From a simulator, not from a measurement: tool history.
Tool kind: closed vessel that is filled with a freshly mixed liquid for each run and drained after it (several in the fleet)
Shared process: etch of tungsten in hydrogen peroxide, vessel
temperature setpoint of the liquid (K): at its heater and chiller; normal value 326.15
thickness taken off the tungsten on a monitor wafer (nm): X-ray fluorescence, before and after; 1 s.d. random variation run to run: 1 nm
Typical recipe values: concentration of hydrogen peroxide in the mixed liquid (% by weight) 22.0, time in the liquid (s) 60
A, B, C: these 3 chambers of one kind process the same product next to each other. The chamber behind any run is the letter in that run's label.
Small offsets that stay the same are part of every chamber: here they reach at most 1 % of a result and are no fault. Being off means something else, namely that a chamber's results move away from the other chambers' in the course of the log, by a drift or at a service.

run	hour	temperature setpoint of the liquid (K)	concentration of hydrogen peroxide in the mixed liquid (% by weight)	time in the liquid (s)	hours since the thermometer was replaced	hours since the peroxide flow meter was replaced	hours since the drum of peroxide was connected	read-back film thickness of the tungsten reference wafer, read on the same gauge (nm)	thickness taken off the tungsten on a monitor wafer (nm)
1B	5.6	326.15	22.0	60	1569.8	98.9	31.6	130.01	164.340
2C	9.0	326.15	22.0	60	1895.7	479.5	1207.3	129.99	165.690
3A	14.2	326.15	22.0	60	1164.6	209.1	37.9	130.00	165.960
4A	19.4	326.15	22.0	60	1169.8	214.3	43.1	129.99	165.860
5B	23.4	326.15	22.0	60	1587.6	116.7	49.4	129.99	165.240
6C	27.1	326.15	22.0	60	1913.8	497.6	1225.4	129.99	164.390
7B	30.2	326.15	22.0	60	1594.4	123.5	56.2	130.00	164.690
8A	34.8	326.15	22.0	60	1185.2	229.7	58.5	130.01	164.550
9C	40.7	326.15	22.0	60	1927.4	511.2	1239.0	130.00	164.790
10A	44.5	326.15	22.0	60	1194.9	239.4	68.2	129.98	165.850
11B	48.2	326.15	22.0	60	1612.4	141.5	74.2	130.00	162.490
12C	54.4	326.15	22.0	60	1941.1	524.9	1252.7	130.00	166.390
13C	57.5	326.15	22.0	60	1944.2	528.0	1255.8	130.00	163.500
14B	64.1	326.15	22.0	60	1628.3	157.4	90.1	130.02	165.350
# hour 64.2: chamber C: peroxide flow meter replaced
15A	68.8	326.15	22.0	60	1219.2	263.7	92.5	130.00	165.250
16C	73.4	326.15	22.0	60	1960.1	9.2	1271.7	129.99	162.660
17B	76.6	322.65	22.0	40	1640.8	169.9	102.6	129.99	88.701
18A	80.7	322.65	22.0	40	1231.1	275.6	104.4	130.01	88.341
19A	86.7	322.65	22.0	40	1237.1	281.6	110.4	129.99	88.999
20B	89.8	326.15	22.0	60	1654.0	183.1	115.8	130.00	165.730
21C	93.0	326.15	22.0	60	1979.7	28.8	1291.3	129.99	163.540

Read the log: is a single chamber off, either drifting away or since a service, is the gauge that measures every chamber drifting, or is nothing wrong beyond small per-chamber offsets? Name any odd chamber and what most likely caused it.

Beyond each chamber's small constant offset nothing stands out, and the gauge stays steady.

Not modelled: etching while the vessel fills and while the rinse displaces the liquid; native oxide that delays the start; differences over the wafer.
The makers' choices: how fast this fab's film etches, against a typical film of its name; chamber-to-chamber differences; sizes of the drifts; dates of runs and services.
